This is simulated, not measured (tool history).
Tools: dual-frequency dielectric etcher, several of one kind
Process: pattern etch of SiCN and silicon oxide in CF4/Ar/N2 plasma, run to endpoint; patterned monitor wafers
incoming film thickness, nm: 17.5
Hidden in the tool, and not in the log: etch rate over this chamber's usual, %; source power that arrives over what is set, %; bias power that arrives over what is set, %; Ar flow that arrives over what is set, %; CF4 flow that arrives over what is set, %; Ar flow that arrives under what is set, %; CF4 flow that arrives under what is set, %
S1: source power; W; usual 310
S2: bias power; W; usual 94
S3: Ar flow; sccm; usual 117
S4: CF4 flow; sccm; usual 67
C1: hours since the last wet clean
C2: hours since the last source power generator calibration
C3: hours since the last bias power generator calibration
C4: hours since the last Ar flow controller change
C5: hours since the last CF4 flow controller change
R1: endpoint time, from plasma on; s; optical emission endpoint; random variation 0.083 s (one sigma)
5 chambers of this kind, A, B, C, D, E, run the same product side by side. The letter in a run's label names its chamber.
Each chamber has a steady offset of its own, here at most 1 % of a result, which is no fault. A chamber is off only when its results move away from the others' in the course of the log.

run   hour   S1  S2   S3  S4     C1      C2      C3      C4      C5      R1
 1B    2.8  310  94  117  67  118.9  2897.2  2418.4   174.7  1511.5  26.622
 2C    6.5  310  94  117  67  253.6  1663.3  2782.4   610.9  2860.7  26.252
 3E    8.7  310  94  117  67   33.2   183.2  4712.2   795.7  2094.8    26.2
 4A   13.7  310  94  117  67  199.2   158.8  3675.3    1382  1001.3  26.198
 5D   17.4  310  94  117  67  107.3  3967.6  3373.5  3582.2  1887.9  26.414
 6A   21.3  310  94  117  54  206.8   166.4  3682.9  1389.6  1008.9  27.033
 7C     25  310  94  117  54  272.1  1681.8  2800.9   629.4  2879.2  27.138
 8E   27.6  310  94  117  54   52.1   202.1  4731.1   814.6  2113.7  26.804
 9B   32.2  310  94  117  54  148.3  2926.6  2447.8   204.1  1540.9  27.453
10D   35.8  310  94  117  54  125.7    3986  3391.9  3600.6  1906.3  27.456
11C   39.6  310  94  117  67  286.7  1696.4  2815.5     644  2893.8  26.312
12B   43.7  310  94  117  67  159.8  2938.1  2459.3   215.6  1552.4  26.599
13E   48.1  310  94  117  67   72.6   222.6  4751.6   835.1  2134.2  26.195
14D   50.8  310  94  117  67  140.7    4001  3406.9  3615.6  1921.3   26.42
15A   55.3  310  94  117  67  240.8   200.4  3716.9  1423.6  1042.9  26.301
16E   58.2  310  94  117  67   82.7   232.7  4761.7   845.2  2144.3  26.132
17D   62.9  310  94  117  67  152.8  4013.1    3419  3627.7  1933.4  26.512
18C   66.9  310  94  117  67    314  1723.7  2842.8   671.3  2921.1  26.145
      67.3  -- chamber E: bias power generator calibrated
19A   70.9  310  94  117  67  256.4     216  3732.5  1439.2  1058.5  26.352
20B     74  310  94  117  67  190.1  2968.4  2489.6   245.9  1582.7   26.74
21E   76.5  310  94  117  56    101     251     9.3   863.5  2162.6  26.889
      78.6  -- chamber D: source power generator calibrated
22D   80.4  310  94  117  56  170.3     1.8  3436.5  3645.2  1950.9  27.199
23B   84.9  310  94  117  56    201  2979.3  2500.5   256.8  1593.6   27.23
      89.6  -- chamber C: wet clean of the chamber
24A   89.8  310  94  117  56  275.3   234.9  3751.4  1458.1  1077.4  27.019
25C   94.9  310  94  117  56    5.4  1751.7  2870.8   699.3  2949.1  26.895
26E   99.2  310  94  117  67  123.7   273.7      32   886.2  2185.3  26.157
27A  103.9  310  94  117  67  289.4     249  3765.5  1472.2  1091.5  26.311
28B  108.9  310  94  117  67    225  3003.3  2524.5   280.8  1617.6  26.773
29C  111.6  310  94  117  67   22.1  1768.4  2887.5     716  2965.8  26.435
30D  115.6  310  94  117  67  205.5      37  3471.7  3680.4  1986.1  26.522
31A    119  310  82  117  67  304.5   264.1  3780.6  1487.3  1106.6  27.551
32C  122.8  310  82  117  67   33.3  1779.6  2898.7   727.2    2977  27.805
33B  126.2  310  82  117  67  242.3  3020.6  2541.8   298.1  1634.9  27.958
34E  128.9  310  82  117  67  153.4   303.4    61.7   915.9    2215  27.685

Is one chamber off against the others, does the gauge drift, or is nothing wrong? If a chamber is off, say which, and what the likeliest cause is.

No chamber stands off beyond its own small offset, and the gauge holds steady.

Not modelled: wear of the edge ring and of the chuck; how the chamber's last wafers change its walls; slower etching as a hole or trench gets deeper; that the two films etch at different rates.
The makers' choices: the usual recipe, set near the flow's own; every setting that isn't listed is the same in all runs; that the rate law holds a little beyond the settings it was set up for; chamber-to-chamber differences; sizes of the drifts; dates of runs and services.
